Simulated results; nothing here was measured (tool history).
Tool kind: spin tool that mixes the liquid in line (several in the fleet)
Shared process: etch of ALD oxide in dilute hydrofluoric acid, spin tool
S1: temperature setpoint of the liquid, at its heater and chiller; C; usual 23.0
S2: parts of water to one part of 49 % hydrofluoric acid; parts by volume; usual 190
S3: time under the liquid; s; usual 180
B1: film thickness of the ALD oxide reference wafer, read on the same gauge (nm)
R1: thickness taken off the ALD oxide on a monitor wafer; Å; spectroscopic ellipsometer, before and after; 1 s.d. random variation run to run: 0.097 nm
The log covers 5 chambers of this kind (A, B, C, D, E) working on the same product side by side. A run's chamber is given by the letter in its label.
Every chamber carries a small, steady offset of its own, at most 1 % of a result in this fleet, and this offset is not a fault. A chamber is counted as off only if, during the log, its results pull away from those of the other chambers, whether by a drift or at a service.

run   hour    S1   S2   S3      B1      R1
 1E    2.7  23.0  190  180  120.03  189.04
 2D    6.9  23.0  190  180  119.97  188.92
 3A   10.6  23.0  190  180  120.01  187.37
 4B   15.3  23.0  190  180  119.97  189.72
 5C   19.7  23.0  190  180  120.01  188.82
 6D   24.8  23.0  190  180  120.01  189.14
 7C   27.5  23.0  190  180  120.00  189.71
 8E   32.7  23.0  190  180  119.99  186.73
 9B   35.8  23.0  120  180  120.01  327.16
10A   40.6  23.0  120  180  120.01  325.27
11C   44.0  23.0  120  180  120.01  321.73
12E   47.4  23.0  120  180  120.01  322.99
13B   51.4  23.0  120  180  120.03  328.22
14A   54.5  23.0  190  180  120.01  186.84
15D   59.8  23.0  190  180  119.98  187.21
16A   62.9  23.0  190  180  119.99  188.93
      66.3  -- chamber B: hydrofluoric acid flow meter replaced
17B   66.8  23.0  190  180  120.02  188.60
18E   71.0  23.0  140  180  119.99  270.35
19C   75.1  23.0  140  180  120.00  273.09
      77.9  -- chamber D: thermometer replaced
20D   77.9  23.0  140  180  120.02  268.02
21D   82.7  23.0  140  180  120.01  270.32
22C   87.4  23.0  140  180  119.99  268.93
23A   90.0  23.0  190  180  120.02  189.17
24B   93.2  23.0  190  180  120.03  186.97
25E   98.1  23.0  110  180  120.00  358.04
26A  101.7  23.0  110  180  119.97  359.09
27C  105.8  23.0  110  180  120.01  358.82
28E  110.2  23.0  110  180  120.01  355.49
29D  113.2  23.0  110  180  119.98  355.22
30B  117.5  23.0  190  180  119.97  184.44
31D  121.1  23.0  190  180  120.00  188.87
32C  126.0  23.0  190  180  120.00  188.65
33B  129.5  23.0  190  180  119.99  183.81
34A  133.4  23.0  190  180  119.96  187.55
35E  137.3  23.0  190  180  120.02  189.00
36A  139.6  23.0  190  180  119.99  187.24
37B  142.8  23.0  190  180  120.00  184.74
38D  146.0  23.0  190  180  119.97  189.36
39C  149.0  23.0  190  180  119.97  189.58
40E  154.0  19.5  235  180  119.99  127.36

Which is it: a chamber that has drifted or been left off by a service, a gauge drift common to all chambers, or only each chamber's usual small offset? If a chamber is off, name it and its likeliest cause.

Chamber B drifts away from the others.
Likeliest cause: liquid colder than its thermometer reads (K) = 1.01.

Which of the 4 candidates below, each the usual settings with something changed and its results left as question marks, puts chamber B back in line with what the other chambers give on the usual settings?
Allowed miss from the other chambers' usual-settings mean, per result, to count as in line: R1 3.40 Å
41B-1  157.8  23.0  190  175       ?
41B-2  157.8  23.0  190  185       ?
41B-3  157.8  23.0  180  180       ?
41B-4  157.8  23.0  200  180       ?

Mean of the other chambers on the usual settings: R1 188.71 Å
  run      R1
41B-1  177.00
41B-2  187.12
41B-3  194.39
41B-4  171.02
41B-2 brings the chamber back in line.
